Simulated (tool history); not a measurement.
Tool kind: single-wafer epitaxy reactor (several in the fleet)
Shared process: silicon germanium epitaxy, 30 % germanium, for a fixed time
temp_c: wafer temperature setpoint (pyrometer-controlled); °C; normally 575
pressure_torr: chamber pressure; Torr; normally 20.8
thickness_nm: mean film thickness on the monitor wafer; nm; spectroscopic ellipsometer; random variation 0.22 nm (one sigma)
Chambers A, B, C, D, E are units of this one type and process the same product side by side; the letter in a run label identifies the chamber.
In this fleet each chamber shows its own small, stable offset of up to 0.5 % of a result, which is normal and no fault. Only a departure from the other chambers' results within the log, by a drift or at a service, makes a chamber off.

| run | day | temp_c | pressure_torr | hours since the last pyrometer calibration | hours since the last manometer calibration | read-back reference wafer on the same gauge, thickness_nm | thickness_nm |
|---|---|---|---|---|---|---|---|
| 1A | 0.246 | 575 | 20.8 | 1387.4 | 651.9 | 43.164 | 37.32 |
| 2B | 0.521 | 575 | 20.8 | 447.5 | 680.3 | 43.223 | 37.67 |
| 3E | 0.883 | 575 | 20.8 | 682.8 | 1976.3 | 43.151 | 37.355 |
| 4C | 1.233 | 575 | 20.8 | 1026.5 | 1031.1 | 43.307 | 37.785 |
| 5D | 1.612 | 575 | 20.8 | 319.5 | 1024.2 | 43.126 | 36.865 |
| 6C | 1.896 | 575 | 20.8 | 1042.4 | 1047 | 43.148 | 37.97 |
| 7E | 2.129 | 575 | 20.8 | 712.7 | 2006.2 | 43.219 | 37.405 |
| 8D | 2.554 | 575 | 18.1 | 342.1 | 1046.8 | 43.239 | 35.208 |
| 9B | 2.738 | 575 | 18.1 | 500.7 | 733.5 | 43.237 | 35.452 |
| 10A | 3.033 | 575 | 18.1 | 1454.3 | 718.8 | 43.169 | 35.17 |
| 11D | 3.4 | 575 | 18.1 | 362.4 | 1067.1 | 43.184 | 35.766 |
| 12A | 3.742 | 575 | 18.1 | 1471.3 | 735.8 | 43.155 | 35.162 |
| 13B | 4.062 | 566 | 20.8 | 532.5 | 765.3 | 43.223 | 31.438 |
| 14C | 4.325 | 566 | 20.8 | 1100.7 | 1105.3 | 43.256 | 31.604 |
| 15E | 4.642 | 566 | 20.8 | 773 | 2066.5 | 43.19 | 31.678 |
| 16D | 4.871 | 566 | 20.8 | 397.7 | 1102.4 | 43.163 | 31.456 |
|  | 5.054 | chamber E: pyrometer calibrated |
| 17A | 5.142 | 566 | 20.8 | 1504.9 | 769.4 | 43.178 | 31.61 |
| 18E | 5.458 | 575 | 20.8 | 9.8 | 2086.1 | 43.241 | 40.176 |
| 19C | 5.692 | 585 | 20.8 | 1133.5 | 1138.1 | 43.189 | 45.616 |
| 20B | 5.938 | 585 | 20.8 | 577.5 | 810.3 | 43.155 | 45.217 |
| 21E | 6.279 | 585 | 20.8 | 29.5 | 2105.8 | 43.249 | 48.652 |
|  | 6.562 | chamber E: capacitance manometer re-zeroed and calibrated |
| 22C | 6.612 | 585 | 20.8 | 1155.6 | 1160.2 | 43.163 | 45.78 |
| 23D | 7 | 585 | 20.8 | 448.8 | 1153.5 | 43.264 | 45.058 |
| 24B | 7.412 | 575 | 20.8 | 612.9 | 845.7 | 43.183 | 37.14 |
| 25A | 7.833 | 575 | 20.8 | 1569.5 | 834 | 43.128 | 37.563 |
| 26B | 8.167 | 575 | 20.8 | 631 | 863.8 | 43.128 | 37.133 |
| 27E | 8.483 | 575 | 20.8 | 82.4 | 46.2 | 43.208 | 40.173 |
| 28C | 8.817 | 575 | 20.8 | 1208.5 | 1213.1 | 43.208 | 37.688 |
| 29D | 9.179 | 575 | 22.9 | 501.1 | 1205.8 | 43.258 | 39.173 |
| 30A | 9.467 | 575 | 22.9 | 1608.7 | 873.2 | 43.175 | 38.728 |
| 31D | 9.738 | 575 | 22.9 | 514.5 | 1219.2 | 43.147 | 38.722 |

Decide between three cases: one chamber stands off from its peers, the gauge reading all wafers drifts, or nothing is wrong past each chamber's small offset. Where a chamber is off, say which and what most likely put it there.

The work done on chamber E during a service left it standing apart from the others.
Cause: wafer temperature above the value expected at the setpoint (K) = 3.8.

Chamber E could run next with any of the 4 candidate recipes listed below; each alters the usual settings, and their results appear as question marks. Which one brings its results back in line with what the other chambers deliver on the usual settings?
A result is in line if it is within this distance of the other chambers' mean on the usual settings: thickness_nm 0.76 nm
| 32E-1 | 10.046 | 579 | 20.8 |  |  |  | ? |
| 32E-2 | 10.046 | 575 | 17.1 |  |  |  | ? |
| 32E-3 | 10.046 | 576 | 21 |  |  |  | ? |
| 32E-4 | 10.046 | 575 | 19.3 |  |  |  | ? |

The other chambers' mean on the usual settings: thickness_nm 37.416 nm
| run | thickness_nm |
|---|---|
| 32E-1 | 43.545 |
| 32E-2 | 37.339 |
| 32E-3 | 41.308 |
| 32E-4 | 39.189 |
It is 32E-2 that realigns the chamber with its peers.
